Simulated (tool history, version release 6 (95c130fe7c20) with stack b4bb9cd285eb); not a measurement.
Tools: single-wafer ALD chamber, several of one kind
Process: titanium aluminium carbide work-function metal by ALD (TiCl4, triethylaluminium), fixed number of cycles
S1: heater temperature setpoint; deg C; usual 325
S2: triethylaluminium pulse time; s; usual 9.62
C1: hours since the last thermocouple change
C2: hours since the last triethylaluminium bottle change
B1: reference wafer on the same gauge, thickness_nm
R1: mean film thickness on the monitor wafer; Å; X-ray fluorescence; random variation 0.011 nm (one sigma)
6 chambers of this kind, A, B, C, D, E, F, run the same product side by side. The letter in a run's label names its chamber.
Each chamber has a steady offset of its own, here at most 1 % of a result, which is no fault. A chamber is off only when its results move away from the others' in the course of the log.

run,hour,S1,S2,C1,C2,B1,R1
1B,7.2,325,9.62,794.1,94.6,2.5986,22.099
2F,16.5,325,9.62,106.7,465.8,2.6005,22.204
3A,30.0,325,9.62,1308.2,770.5,2.5991,21.946
4D,43.2,325,9.62,74.0,892.1,2.5996,22.115
5E,55.6,325,9.62,847.2,315.6,2.6003,21.984
6C,69.0,325,9.62,419.0,498.1,2.5992,22.075
# hour 75.8: chamber D: triethylaluminium bottle replaced
7B,83.5,325,9.62,870.4,170.9,2.6025,21.934
8E,91.9,325,9.62,883.5,351.9,2.5997,22.044
9D,104.4,325,9.62,135.2,28.7,2.5980,22.203
10C,112.0,325,9.62,462.0,541.1,2.6017,22.003
11F,123.8,325,9.62,214.0,573.1,2.5988,22.183
12A,131.9,325,9.62,1410.1,872.4,2.6023,22.130
13E,142.1,325,9.62,933.7,402.1,2.5995,21.762
14C,152.2,325,9.62,502.2,581.3,2.6003,21.946
15B,163.6,325,9.62,950.5,251.0,2.6002,22.063
16F,171.9,325,9.62,262.1,621.2,2.6036,21.991
17D,185.2,325,9.62,216.0,109.5,2.6012,22.183
18A,199.0,325,9.62,1477.2,939.5,2.6025,21.952
19E,207.9,325,9.62,999.5,467.9,2.5981,22.032
20C,217.3,325,9.62,567.3,646.4,2.5986,21.668
21A,229.1,325,9.62,1507.3,969.6,2.6023,22.068
22F,236.7,325,9.62,326.9,686.0,2.6002,22.208
23B,251.2,325,9.62,1038.1,338.6,2.6007,21.992
24D,265.2,325,9.62,296.0,189.5,2.5980,22.170
25A,274.9,331,10.81,1553.1,1015.4,2.6017,22.792
26E,287.4,331,10.81,1079.0,547.4,2.6016,22.595
27B,298.1,331,10.81,1085.0,385.5,2.5998,22.944
28F,311.6,331,10.81,401.8,760.9,2.6013,22.841
29D,319.8,331,10.81,350.6,244.1,2.5980,22.885
30C,326.3,331,10.81,676.3,755.4,2.6002,22.239
31C,335.9,325,9.62,685.9,765.0,2.5992,21.527
32F,344.8,325,9.62,435.0,794.1,2.6007,22.068
# hour 351.7: chamber E: triethylaluminium bottle replaced
33A,357.0,325,9.62,1635.2,1097.5,2.5982,21.928
34E,368.4,325,9.62,1160.0,16.8,2.5985,22.002
35B,379.5,325,9.62,1166.4,466.9,2.6013,21.951
36D,387.3,325,9.62,418.1,311.6,2.5984,22.045
37C,398.2,325,9.62,748.2,827.3,2.5985,21.156
38B,405.9,325,9.62,1192.8,493.3,2.5993,22.140

Next, every chamber runs the same settings. What will each give?
39A,416.3,325,13.08,,,,?
39B,416.3,325,13.08,,,,?
39C,416.3,325,13.08,,,,?
39D,416.3,325,13.08,,,,?
39E,416.3,325,13.08,,,,?
39F,416.3,325,13.08,,,,?

run,R1
39A,22.492
39B,22.715
39C,22.171
39D,22.597
39E,22.657
39F,22.575
